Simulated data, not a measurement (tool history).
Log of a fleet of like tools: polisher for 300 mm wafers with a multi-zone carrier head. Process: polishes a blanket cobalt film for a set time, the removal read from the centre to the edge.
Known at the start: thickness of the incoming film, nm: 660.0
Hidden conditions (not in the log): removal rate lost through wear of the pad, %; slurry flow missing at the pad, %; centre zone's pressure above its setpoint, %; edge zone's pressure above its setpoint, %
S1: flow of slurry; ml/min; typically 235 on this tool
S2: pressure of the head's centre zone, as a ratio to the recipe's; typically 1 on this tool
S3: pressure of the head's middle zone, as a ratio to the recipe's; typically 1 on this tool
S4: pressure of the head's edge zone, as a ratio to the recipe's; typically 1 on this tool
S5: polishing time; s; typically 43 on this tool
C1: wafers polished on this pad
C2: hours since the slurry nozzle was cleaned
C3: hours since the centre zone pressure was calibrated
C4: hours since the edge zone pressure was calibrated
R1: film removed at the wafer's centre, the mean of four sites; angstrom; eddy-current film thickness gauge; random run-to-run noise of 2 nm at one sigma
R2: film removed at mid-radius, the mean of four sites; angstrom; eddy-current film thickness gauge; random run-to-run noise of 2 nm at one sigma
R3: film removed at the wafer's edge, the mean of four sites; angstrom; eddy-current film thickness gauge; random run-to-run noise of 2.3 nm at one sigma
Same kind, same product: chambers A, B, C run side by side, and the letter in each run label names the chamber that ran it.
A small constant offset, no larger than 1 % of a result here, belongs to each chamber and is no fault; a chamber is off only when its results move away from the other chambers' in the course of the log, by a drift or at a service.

run   hour   S1    S2  S3  S4  S5   C1     C2     C3      C4      R1      R2      R3
 1C    8.4  235     1   1   1  43  387  243.9  110.8    90.5  2220.8  2215.4    2264
       9.8  -- chamber B: worn pad replaced by a new one
      13.8  -- chamber A: worn pad replaced by a new one
 2B     17  235     1   1   1  43   83  137.5    919  1038.1  2199.8  2205.1  2168.4
 3A   23.4  235     1   1   1  43  109  705.2  177.6  1036.2    2199  2199.3  2268.7
 4B   29.6  235     1   1   1  43  226  150.1  931.6  1050.7  2208.8  2192.8  2200.2
 5A   35.8  235     1   1   1  43  251  717.6    190  1048.6  2243.9  2231.1  2220.9
      38.3  -- chamber C: worn pad replaced by a new one
 6C   43.6  235     1   1   1  43   61  279.1    146   125.7    2207  2226.2  2200.8
 7A   52.9  235     1   1   1  43  446  734.7  207.1  1065.7  2204.9  2262.6    2244
 8C     61  235     1   1   1  43  259  296.5  163.4   143.1  2215.4  2184.8  2170.7
      66.1  -- chamber B: worn pad replaced by a new one
 9B   67.5  235     1   1   1  43   17    188  969.5  1088.6  2200.9  2199.7  2197.2
      71.4  -- chamber A: worn pad replaced by a new one
10B   75.5  235     1   1   1  43  108    196  977.5  1096.6  2227.4  2221.8  2214.1
11A   85.2  170  1.08   1   1  43  158    767  239.4    1098  2277.9  2100.3  2170.9
      92.2  -- chamber B: centre zone pressure recalibrated
      95.6  -- chamber C: worn pad replaced by a new one
12C   95.7  170  1.08   1   1  43    1  331.2  198.1   177.8  2232.2  2141.5  2135.6
13B  102.1  170  1.08   1   1  43  411  222.6     10  1123.2  2296.1  2108.4  2144.3
14C  107.6  235     1   1   1  43  136  343.1    210   189.7  2210.4  2199.4  2249.9
     114.8  -- chamber A: slurry nozzle cleaned
15A  115.4  235     1   1   1  43  502    0.7  269.6  1128.2  2219.6    2209  2227.7
16C  124.2  235     1   1   1  43  326  359.7  226.6   206.3  2186.6  2219.3    2173
     132.5  -- chamber B: worn pad replaced by a new one
17B  134.6  235     1   1   1  43   24  255.1   42.5  1155.7  2229.2  2203.5  2182.3
     137.3  -- chamber A: worn pad replaced by a new one
18A  145.3  235     1   1   1  43   91   30.6  299.5  1158.1  2228.9  2220.8  2226.5
19B  156.2  235     1   1   1  43  270  276.7   64.1  1177.3  2234.5    2226  2198.6
20A  163.6  235     1   1   1  43  300   48.9  317.8  1176.4  2207.5  2224.3  2220.5
     165.3  -- chamber C: worn pad replaced by a new one
21C  174.2  155     1   1   1  43  101  409.7  276.6   256.3  2001.3  2022.7  2073.4
22A  181.2  155     1   1   1  43  500   66.5  335.4    1194  2066.2  2081.3  2153.1
23C  186.1  155     1   1   1  43  237  421.6  288.5   268.2  2021.6  2047.4  2082.6
     187.9  -- chamber B: worn pad replaced by a new one
24B  192.4  235     1   1   1  43   52  312.9  100.3  1213.5  2235.5  2224.6    2226
     196.2  -- chamber A: worn pad replaced by a new one
25A  199.5  310     1   1   1  54   38   84.8  353.7  1212.3  2886.6  2927.9    2868
26C  209.3  310     1   1   1  54  501  444.8  311.7   291.4    2800    2862  2809.8
27B  214.9  310     1   1   1  54  308  335.4  122.8    1236  2866.8  2884.6  2839.7
28C    225  235     1   1   1  43  680  460.5  327.4   307.1  2124.8  2154.3  2185.4
29B  230.1  235     1   1   1  43  481  350.6    138  1251.2  2219.6  2231.6  2198.1
     231.2  -- chamber C: worn pad replaced by a new one
30A    235  235     1   1   1  43  443  120.3  389.2  1247.8  2244.6  2207.8    2249
     242.1  -- chamber B: worn pad replaced by a new one
31B  243.5  235     1   1   1  43   16    364  151.4  1264.6  2257.3  2198.7  2218.9
     251.1  -- chamber A: worn pad replaced by a new one
     252.7  -- chamber C: edge zone pressure recalibrated
32A  254.4  235     1   1   1  43   38  139.7  408.6  1267.2  2201.6  2199.4  2258.6
33C  263.8  235     1   1   1  43  372  499.3  366.2    11.2  2111.7    2141  2141.6
34A  270.5  235     1   1   1  43  221  155.8  424.7  1283.3  2226.9  2228.2  2243.5
35C  278.8  235     1   1   1  43  542  514.3  381.2    26.2  2121.2  2088.1  2172.7
36B  285.4  235     1   1   1  43  494  405.9  193.3  1306.5  2287.8  2228.4  2238.9
     287.8  -- chamber C: worn pad replaced by a new one
37A  294.6  235     1   1   1  43  496  179.9  448.8  1307.4  2221.9  2216.5  2295.5
38B  302.7  235     1   1   1  43  691  423.2  210.6  1323.8  2221.5    2213  2168.1
39C  307.7  235     1   1   1  43  227  543.2  410.1    55.1  2070.7  2113.8  2105.8

All 3 chambers run these settings next. Forecast each chamber's results:
40A  315.6  235   1  0.96   1  43                   ?   ?   ?
40B  315.6  235   1  0.96   1  43                   ?   ?   ?
40C  315.6  235   1  0.96   1  43                   ?   ?   ?

run      R1      R2      R3
40A    2238  2154.6    2239
40B  2215.1    2128  2214.3
40C  2077.8  2010.6  2146.6
